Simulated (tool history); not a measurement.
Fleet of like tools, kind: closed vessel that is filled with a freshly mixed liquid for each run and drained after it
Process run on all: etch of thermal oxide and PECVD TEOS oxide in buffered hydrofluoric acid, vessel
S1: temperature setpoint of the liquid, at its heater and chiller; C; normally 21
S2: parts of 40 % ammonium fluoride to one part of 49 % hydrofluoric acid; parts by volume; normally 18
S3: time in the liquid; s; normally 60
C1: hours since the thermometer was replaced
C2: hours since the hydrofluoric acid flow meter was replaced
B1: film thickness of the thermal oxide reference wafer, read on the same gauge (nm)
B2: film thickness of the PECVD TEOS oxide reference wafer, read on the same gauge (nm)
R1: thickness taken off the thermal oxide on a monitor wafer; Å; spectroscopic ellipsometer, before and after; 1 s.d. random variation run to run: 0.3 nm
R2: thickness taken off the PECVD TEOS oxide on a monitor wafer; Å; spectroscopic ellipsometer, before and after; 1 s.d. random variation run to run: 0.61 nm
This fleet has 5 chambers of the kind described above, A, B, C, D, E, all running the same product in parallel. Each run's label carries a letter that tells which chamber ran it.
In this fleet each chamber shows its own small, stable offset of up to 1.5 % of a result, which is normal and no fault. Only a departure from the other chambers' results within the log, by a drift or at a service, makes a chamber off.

| run | hour | S1 | S2 | S3 | C1 | C2 | B1 | B2 | R1 | R2 |
|---|---|---|---|---|---|---|---|---|---|---|
| 1E | 3.5 | 21 | 18 | 60 | 1634.1 | 891.3 | 40.032 | 79.995 | 312.45 | 1075.8 |
| 2C | 8 | 21 | 18 | 60 | 1652.6 | 99.9 | 40.011 | 79.993 | 317.84 | 1088.1 |
| 3D | 12.5 | 21 | 18 | 60 | 624.9 | 873.5 | 39.986 | 80.001 | 319.56 | 1084.1 |
| 4A | 15.7 | 21 | 18 | 60 | 1962.4 | 1851.1 | 39.992 | 80.012 | 323.27 | 1093.4 |
| 5B | 19.7 | 21 | 18 | 60 | 715.2 | 286.3 | 39.994 | 80.002 | 322.1 | 1091 |
| 6E | 23.7 | 21 | 18 | 60 | 1654.3 | 911.5 | 40.019 | 80.006 | 315.02 | 1071.4 |
| 7B | 26.5 | 21 | 11.5 | 85 | 722 | 293.1 | 39.997 | 80.009 | 701.66 | 2408.3 |
| 8A | 29 | 21 | 11.5 | 85 | 1975.7 | 1864.4 | 40.012 | 79.999 | 691.74 | 2384 |
| 9D | 32.5 | 21 | 11.5 | 85 | 644.9 | 893.5 | 39.975 | 80.011 | 708.55 | 2392.1 |
| 10C | 36.7 | 21 | 11.5 | 85 | 1681.3 | 128.6 | 40.021 | 79.99 | 704.22 | 2404.6 |
| 11B | 40.9 | 21 | 11.5 | 85 | 736.4 | 307.5 | 39.989 | 80 | 706.38 | 2389.6 |
| 12A | 45.3 | 23 | 18 | 80 | 1992 | 1880.7 | 40.012 | 79.998 | 483.35 | 1642.2 |
| 13D | 48.1 | 23 | 18 | 80 | 660.5 | 909.1 | 39.987 | 80.03 | 470.86 | 1622.7 |
| 14C | 52.7 | 23 | 18 | 80 | 1697.3 | 144.6 | 39.963 | 80.011 | 483.84 | 1636.2 |
| 15E | 55.4 | 23 | 18 | 80 | 1686 | 943.2 | 39.984 | 80.03 | 471.03 | 1599 |
| 16E | 59.5 | 23 | 18 | 80 | 1690.1 | 947.3 | 40.023 | 80.002 | 472.51 | 1602 |
| 17C | 62.3 | 21 | 18 | 60 | 1706.9 | 154.2 | 39.99 | 79.991 | 325.1 | 1092.7 |
| 18A | 64.4 | 21 | 18 | 60 | 2011.1 | 1899.8 | 40.011 | 80.013 | 325.86 | 1097 |
|  | 66.3 | chamber C: thermometer replaced |
| 19B | 66.6 | 21 | 18 | 60 | 762.1 | 333.2 | 39.981 | 79.99 | 321.35 | 1098.8 |
| 20D | 70.2 | 21 | 18 | 60 | 682.6 | 931.2 | 39.996 | 79.977 | 322.62 | 1078.5 |
| 21B | 73.1 | 21 | 18 | 60 | 768.6 | 339.7 | 40.006 | 80.011 | 317.7 | 1094.8 |
| 22C | 76.9 | 21 | 18 | 60 | 10.7 | 168.8 | 40.021 | 79.976 | 319.58 | 1089.2 |
| 23A | 80.2 | 19.5 | 18 | 35 | 2026.9 | 1915.6 | 39.988 | 79.99 | 171 | 582.85 |
| 24E | 84 | 19.5 | 18 | 35 | 1714.6 | 971.8 | 40.012 | 79.995 | 168.44 | 570.21 |
| 25D | 86.8 | 19.5 | 18 | 35 | 699.2 | 947.8 | 39.965 | 80.027 | 171.76 | 577.85 |
| 26C | 90.2 | 19.5 | 18 | 35 | 24 | 182.1 | 40.015 | 79.965 | 170.68 | 586.39 |
| 27D | 92.5 | 19.5 | 18 | 35 | 704.9 | 953.5 | 39.982 | 80.014 | 172.99 | 571.45 |
| 28A | 97.2 | 21 | 18 | 60 | 2043.9 | 1932.6 | 39.992 | 79.999 | 323.15 | 1095.4 |
| 29E | 101.5 | 21 | 18 | 60 | 1732.1 | 989.3 | 40.048 | 80.006 | 315.89 | 1069.1 |
| 30B | 106.2 | 21 | 18 | 60 | 801.7 | 372.8 | 40.022 | 80.01 | 317.05 | 1090.1 |
| 31C | 109 | 21 | 18 | 60 | 42.8 | 200.9 | 39.994 | 79.984 | 317.88 | 1084.4 |
| 32A | 113.3 | 21 | 18 | 60 | 2060 | 1948.7 | 40.013 | 80.038 | 321.87 | 1091.7 |
| 33D | 115.8 | 21 | 18 | 60 | 728.2 | 976.8 | 39.986 | 79.993 | 321.17 | 1088.1 |
| 34B | 118.7 | 21 | 22 | 60 | 814.2 | 385.3 | 39.996 | 79.987 | 267.35 | 925.56 |
| 35E | 121.7 | 21 | 22 | 60 | 1752.3 | 1009.5 | 39.976 | 80.004 | 263.74 | 911.63 |
| 36B | 125.7 | 21 | 22 | 60 | 821.2 | 392.3 | 40.004 | 79.996 | 272.05 | 926.74 |
| 37C | 127.8 | 21 | 22 | 60 | 61.6 | 219.7 | 39.996 | 80.021 | 269.42 | 921.45 |
| 38A | 130 | 21 | 22 | 60 | 2076.7 | 1965.4 | 39.995 | 79.981 | 272.6 | 930.18 |
| 39D | 134 | 21 | 18 | 60 | 746.4 | 995 | 39.949 | 80.017 | 320.57 | 1076.4 |
| 40E | 137.5 | 21 | 18 | 60 | 1768.1 | 1025.3 | 40.045 | 79.979 | 321.61 | 1065.7 |
| 41E | 139.9 | 21 | 18 | 60 | 1770.5 | 1027.7 | 39.99 | 79.97 | 314.49 | 1056.8 |
| 42A | 142.8 | 21 | 18 | 60 | 2089.5 | 1978.2 | 39.984 | 79.986 | 322.25 | 1100.2 |
| 43C | 147.4 | 21 | 15.5 | 60 | 81.2 | 239.3 | 39.979 | 79.98 | 375.22 | 1265.2 |
| 44B | 151.9 | 21 | 15.5 | 60 | 847.4 | 418.5 | 39.985 | 79.981 | 366.74 | 1257.9 |

The same settings go to every chamber for the next run, one line per chamber below. Forecast the results for each:
| 45A | 155.3 | 21 | 18 | 60 |  |  |  |  | ? | ? |
| 45B | 155.3 | 21 | 18 | 60 |  |  |  |  | ? | ? |
| 45C | 155.3 | 21 | 18 | 60 |  |  |  |  | ? | ? |
| 45D | 155.3 | 21 | 18 | 60 |  |  |  |  | ? | ? |
| 45E | 155.3 | 21 | 18 | 60 |  |  |  |  | ? | ? |

| run | R1 | R2 |
|---|---|---|
| 45A | 322.43 | 1098.8 |
| 45B | 320.58 | 1087.2 |
| 45C | 319.01 | 1089.9 |
| 45D | 320.98 | 1085.6 |
| 45E | 315.61 | 1058.4 |
